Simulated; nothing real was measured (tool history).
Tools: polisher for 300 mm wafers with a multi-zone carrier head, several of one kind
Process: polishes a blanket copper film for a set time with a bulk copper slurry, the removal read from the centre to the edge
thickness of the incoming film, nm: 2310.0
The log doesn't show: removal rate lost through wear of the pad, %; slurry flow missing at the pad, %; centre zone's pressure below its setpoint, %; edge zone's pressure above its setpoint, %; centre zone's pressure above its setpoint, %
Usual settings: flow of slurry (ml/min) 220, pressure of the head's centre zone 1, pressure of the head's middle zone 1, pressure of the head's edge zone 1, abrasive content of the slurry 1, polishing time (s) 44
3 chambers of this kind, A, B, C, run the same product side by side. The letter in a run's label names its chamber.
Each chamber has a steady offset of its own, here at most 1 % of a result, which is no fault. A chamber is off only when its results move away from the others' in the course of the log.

run,hour,flow of slurry (ml/min),pressure of the head's centre zone,pressure of the head's middle zone,pressure of the head's edge zone,abrasive content of the slurry,polishing time (s),wafers polished on this pad,hours since the slurry nozzle was cleaned,hours since the centre zone pressure was calibrated,hours since the edge zone pressure was calibrated,film removed at the wafer's centre (angstrom),film removed at mid-radius (angstrom),film removed at the wafer's edge (angstrom)
1B,4.4,220,1,1,1,1,44,107,287.3,697.4,162.5,3851.4,3906.8,3805.1
2A,8.1,220,1,1,1,1,44,274,107.9,1042.6,306.6,3750.9,3853.1,3762.9
3C,12.9,220,1,1,1,1,44,959,399.1,228.9,337.3,3880.4,3817.7,3779.8
4B,16.8,220,1,1,1,1,44,256,299.7,709.8,174.9,3812.4,3854.7,3806.8
5C,22.2,220,1,1,1,1,44,1071,408.4,238.2,346.6,3800.5,3796.6,3807.9
6A,24.9,220,1,1,1,1,44,476,124.7,1059.4,323.4,3853.3,3805.5,3698.3
7A,30.4,220,1,1,1,1,44,542,130.2,1064.9,328.9,3864.3,3770.4,3787.6
8B,35.1,220,1,1,1,1,44,476,318,728.1,193.2,3822.9,3852,3722.5
9C,38.4,220,1,1,1,1,44,1266,424.6,254.4,362.8,3769.7,3870.6,3799.1
10C,43.9,220,1,1,1,1,44,1332,430.1,259.9,368.3,3774.4,3804.1,3781.5
11A,48.7,220,1,1,1,1,44,762,148.5,1083.2,347.2,3791.9,3788,3729.1
12B,51.5,220,1,0.91,1,1,58,674,334.4,744.5,209.6,5025.5,4683,4971.5
13C,54.6,220,1,0.91,1,1,58,1460,440.8,270.6,379,4977.9,4577.8,4967.9
14A,58.3,220,1,0.91,1,1,58,878,158.1,1092.8,356.8,5015,4614.9,5012
15B,62.6,220,1,1,1,1,44,807,345.5,755.6,220.7,3786.4,3847.3,3823.3
# hour 65.8: chamber B: worn pad replaced by a new one
16C,66.3,220,1,1,1,1,44,1601,452.5,282.3,390.7,3837.4,3775.9,3636.3
17B,69.5,250,0.94,1,1,1,44,45,352.4,762.5,227.6,3625.8,3878.9,3836.6
18A,72.5,250,0.94,1,1,1,44,1049,172.3,1107,371,3632,3924.2,3818.2
19A,77.6,250,0.94,1,1,1,44,1110,177.4,1112.1,376.1,3610.7,3880.2,3883
20B,82,220,1,1,1,1,44,195,364.9,775,240.1,3814,3779.2,3845.8
21C,86.8,220,1,1,1,1,44,1848,473,302.8,411.2,3604.8,3658.3,3580.9
22C,91.9,220,1,1,1,1,44,1909,478.1,307.9,416.3,3615.5,3637.6,3615.8
23B,94.8,220,1,1,1,1,44,349,377.7,787.8,252.9,3743.5,3790,3804.6
24A,99.3,220,1,1,1,1,44,1371,199.1,1133.8,397.8,3778.5,3842,3725.8
# hour 99.4: chamber A: worn pad replaced by a new one
25C,103.2,220,1,1,1.08,1,44,2045,489.4,319.2,427.6,3538.8,3642.3,3743.8
26B,105.9,220,1,1,1.08,1,44,483,388.8,798.9,264,3742.4,3772.9,3956
27A,108.8,220,1,1,1.08,1,44,113,208.6,1143.3,407.3,3826,3887.2,3923.9
28C,113.2,220,1,1,1,1,44,2165,499.4,329.2,437.6,3580.2,3580.5,3519
29B,117.3,220,1,1,1,1,44,620,400.2,810.3,275.4,3821,3800.9,3807.9
30A,121.7,220,1,1,1,1,44,268,221.5,1156.2,420.2,3822.2,3881.8,3782.2

Next, every chamber runs the same settings. What will each give?
31A,125.7,220,1,1,1,1,44,,,,,?,?,?
31B,125.7,220,1,1,1,1,44,,,,,?,?,?
31C,125.7,220,1,1,1,1,44,,,,,?,?,?

run,film removed at the wafer's centre (angstrom),film removed at mid-radius (angstrom),film removed at the wafer's edge (angstrom)
31A,3773.8,3811.4,3781.7
31B,3799.6,3775.4,3769.4
31C,3498.7,3520.9,3433
